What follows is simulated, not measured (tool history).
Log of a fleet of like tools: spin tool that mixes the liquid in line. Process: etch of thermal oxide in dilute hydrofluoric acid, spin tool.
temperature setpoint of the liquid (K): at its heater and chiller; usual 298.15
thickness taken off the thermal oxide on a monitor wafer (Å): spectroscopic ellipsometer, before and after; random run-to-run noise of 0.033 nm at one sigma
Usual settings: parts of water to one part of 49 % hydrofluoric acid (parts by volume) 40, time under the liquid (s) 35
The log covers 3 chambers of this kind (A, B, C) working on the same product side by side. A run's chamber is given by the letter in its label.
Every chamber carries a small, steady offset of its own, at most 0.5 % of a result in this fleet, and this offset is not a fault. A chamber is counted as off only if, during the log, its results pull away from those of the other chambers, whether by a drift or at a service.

| run | hour | temperature setpoint of the liquid (K) | parts of water to one part of 49 % hydrofluoric acid (parts by volume) | time under the liquid (s) | read-back film thickness of the thermal oxide reference wafer, read on the same gauge (nm) | thickness taken off the thermal oxide on a monitor wafer (Å) |
|---|---|---|---|---|---|---|
| 1B | 3.9 | 298.15 | 40 | 35 | 80.010 | 45.823 |
| 2A | 8.6 | 298.15 | 40 | 35 | 79.972 | 46.254 |
| 3C | 14.2 | 298.15 | 40 | 35 | 79.992 | 45.922 |
| 4A | 19.5 | 298.15 | 40 | 35 | 80.001 | 46.081 |
| 5B | 23.1 | 298.15 | 40 | 35 | 80.011 | 45.458 |
| 6C | 26.3 | 298.15 | 40 | 35 | 80.023 | 45.761 |
| 7B | 32.0 | 298.15 | 40 | 35 | 80.011 | 45.670 |
| 8A | 35.3 | 298.15 | 30 | 20 | 80.011 | 35.069 |
| 9C | 40.2 | 298.15 | 30 | 20 | 79.989 | 35.754 |
| 10C | 45.3 | 298.15 | 30 | 20 | 79.997 | 35.752 |
| 11A | 48.2 | 298.15 | 40 | 35 | 79.986 | 45.375 |
| 12B | 51.6 | 298.15 | 40 | 35 | 79.989 | 45.645 |
| 13B | 54.3 | 298.15 | 50 | 35 | 80.000 | 36.100 |
| 14A | 59.9 | 298.15 | 50 | 35 | 79.972 | 36.312 |
| 15C | 65.9 | 298.15 | 50 | 35 | 79.999 | 35.970 |
| 16B | 71.8 | 299.65 | 45 | 35 | 79.996 | 41.925 |
| 17C | 77.8 | 299.65 | 45 | 35 | 79.989 | 43.071 |
| 18A | 81.2 | 299.65 | 45 | 35 | 79.986 | 42.774 |
| 19B | 83.8 | 294.65 | 40 | 35 | 79.995 | 39.311 |
| 20A | 87.8 | 294.65 | 40 | 35 | 80.002 | 39.187 |
| 21C | 91.5 | 294.65 | 40 | 35 | 80.003 | 39.527 |
| 22B | 94.4 | 296.65 | 55 | 35 | 80.006 | 29.912 |
| 23C | 100.4 | 296.65 | 55 | 35 | 79.998 | 31.224 |
| 24A | 104.6 | 296.65 | 55 | 35 | 80.011 | 30.974 |
| 25A | 109.4 | 298.15 | 40 | 35 | 79.988 | 45.852 |
| 26B | 113.1 | 301.65 | 40 | 35 | 80.009 | 49.736 |
| 27C | 117.4 | 301.65 | 40 | 35 | 80.018 | 52.791 |

All 3 chambers run these settings next. Forecast each chamber's results:
| 28A | 121.7 | 298.15 | 40 | 35 |  | ? |
| 28B | 121.7 | 298.15 | 40 | 35 |  | ? |
| 28C | 121.7 | 298.15 | 40 | 35 |  | ? |

| run | thickness taken off the thermal oxide on a monitor wafer (Å) |
|---|---|
| 28A | 45.489 |
| 28B | 43.368 |
| 28C | 45.687 |
